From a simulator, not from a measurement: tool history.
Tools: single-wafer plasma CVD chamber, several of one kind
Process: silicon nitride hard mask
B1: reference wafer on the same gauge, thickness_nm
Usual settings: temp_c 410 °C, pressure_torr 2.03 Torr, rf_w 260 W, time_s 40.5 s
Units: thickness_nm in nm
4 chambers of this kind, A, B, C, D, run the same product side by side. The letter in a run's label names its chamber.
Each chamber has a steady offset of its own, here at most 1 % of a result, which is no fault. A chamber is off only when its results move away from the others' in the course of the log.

run 1A hour=11.9 | temp_c=410 pressure_torr=2.03 rf_w=260 time_s=40.5 | B1=44.132 | thickness_nm=45.043
run 2B hour=20.3 | temp_c=410 pressure_torr=2.03 rf_w=260 time_s=40.5 | B1=44.076 | thickness_nm=44.948
-- hour=22.7 chamber D: capacitance manometer re-zeroed and calibrated
run 3D hour=31.7 | temp_c=410 pressure_torr=2.03 rf_w=260 time_s=40.5 | B1=44.100 | thickness_nm=44.729
run 4C hour=39.7 | temp_c=410 pressure_torr=2.03 rf_w=260 time_s=40.5 | B1=44.121 | thickness_nm=44.892
run 5A hour=50.4 | temp_c=410 pressure_torr=2.20 rf_w=260 time_s=40.5 | B1=44.074 | thickness_nm=45.504
run 6D hour=60.7 | temp_c=410 pressure_torr=2.20 rf_w=260 time_s=40.5 | B1=44.091 | thickness_nm=45.568
run 7C hour=73.1 | temp_c=410 pressure_torr=2.20 rf_w=260 time_s=40.5 | B1=44.108 | thickness_nm=45.899
run 8B hour=81.7 | temp_c=410 pressure_torr=2.20 rf_w=260 time_s=40.5 | B1=44.037 | thickness_nm=46.029
run 9D hour=91.5 | temp_c=410 pressure_torr=2.03 rf_w=260 time_s=48.2 | B1=44.072 | thickness_nm=53.618
run 10A hour=98.3 | temp_c=410 pressure_torr=2.03 rf_w=260 time_s=48.2 | B1=44.070 | thickness_nm=53.173
run 11C hour=104.4 | temp_c=410 pressure_torr=2.03 rf_w=260 time_s=48.2 | B1=44.090 | thickness_nm=53.989
run 12B hour=114.1 | temp_c=410 pressure_torr=2.03 rf_w=260 time_s=48.2 | B1=44.115 | thickness_nm=54.028
-- hour=119.5 chamber B: thermocouple changed; heater temperature recalibrated
run 13C hour=122.0 | temp_c=410 pressure_torr=2.03 rf_w=260 time_s=40.5 | B1=44.047 | thickness_nm=44.965
run 14B hour=131.9 | temp_c=410 pressure_torr=2.03 rf_w=260 time_s=40.5 | B1=44.149 | thickness_nm=45.109
run 15D hour=138.6 | temp_c=410 pressure_torr=2.03 rf_w=260 time_s=40.5 | B1=44.153 | thickness_nm=44.866
run 16A hour=150.3 | temp_c=410 pressure_torr=2.03 rf_w=260 time_s=40.5 | B1=44.083 | thickness_nm=44.741
-- hour=157.2 chamber A: RF generator calibrated
run 17B hour=161.8 | temp_c=415 pressure_torr=2.03 rf_w=260 time_s=40.5 | B1=44.107 | thickness_nm=45.085
run 18A hour=169.7 | temp_c=415 pressure_torr=2.03 rf_w=260 time_s=40.5 | B1=44.116 | thickness_nm=44.998
run 19C hour=181.2 | temp_c=415 pressure_torr=2.03 rf_w=260 time_s=40.5 | B1=44.134 | thickness_nm=44.990
run 20D hour=193.9 | temp_c=415 pressure_torr=2.03 rf_w=260 time_s=40.5 | B1=44.079 | thickness_nm=44.990
run 21A hour=205.1 | temp_c=410 pressure_torr=2.03 rf_w=260 time_s=40.5 | B1=44.100 | thickness_nm=44.835
run 22C hour=210.9 | temp_c=410 pressure_torr=2.03 rf_w=260 time_s=40.5 | B1=44.133 | thickness_nm=45.215
run 23B hour=218.8 | temp_c=410 pressure_torr=2.03 rf_w=260 time_s=40.5 | B1=44.086 | thickness_nm=45.547
run 24D hour=224.7 | temp_c=410 pressure_torr=2.03 rf_w=260 time_s=40.5 | B1=44.080 | thickness_nm=45.222
run 25C hour=237.1 | temp_c=410 pressure_torr=2.03 rf_w=260 time_s=40.5 | B1=44.076 | thickness_nm=44.967
run 26D hour=247.6 | temp_c=410 pressure_torr=2.03 rf_w=260 time_s=40.5 | B1=44.057 | thickness_nm=45.297
run 27B hour=256.5 | temp_c=410 pressure_torr=2.03 rf_w=260 time_s=40.5 | B1=44.104 | thickness_nm=44.926
run 28A hour=266.7 | temp_c=410 pressure_torr=2.03 rf_w=260 time_s=44.3 | B1=44.087 | thickness_nm=48.883
run 29B hour=278.5 | temp_c=410 pressure_torr=2.03 rf_w=260 time_s=44.3 | B1=44.122 | thickness_nm=49.466
run 30D hour=286.8 | temp_c=410 pressure_torr=2.03 rf_w=260 time_s=44.3 | B1=44.098 | thickness_nm=48.910
run 31C hour=297.4 | temp_c=410 pressure_torr=2.03 rf_w=260 time_s=44.3 | B1=44.082 | thickness_nm=49.056
run 32A hour=306.5 | temp_c=410 pressure_torr=2.03 rf_w=260 time_s=40.5 | B1=44.111 | thickness_nm=44.734
run 33A hour=313.2 | temp_c=410 pressure_torr=2.03 rf_w=260 time_s=40.5 | B1=44.117 | thickness_nm=44.849
run 34D hour=321.0 | temp_c=410 pressure_torr=2.03 rf_w=260 time_s=40.5 | B1=44.092 | thickness_nm=44.726

Next, every chamber runs the same settings. What will each give?
run 35A hour=330.5 | temp_c=396 pressure_torr=2.03 rf_w=260 time_s=40.5 | thickness_nm=?
run 35B hour=330.5 | temp_c=396 pressure_torr=2.03 rf_w=260 time_s=40.5 | thickness_nm=?
run 35C hour=330.5 | temp_c=396 pressure_torr=2.03 rf_w=260 time_s=40.5 | thickness_nm=?
run 35D hour=330.5 | temp_c=396 pressure_torr=2.03 rf_w=260 time_s=40.5 | thickness_nm=?

run=35A thickness_nm=44.918
run=35B thickness_nm=45.375
run=35C thickness_nm=45.407
run=35D thickness_nm=45.087
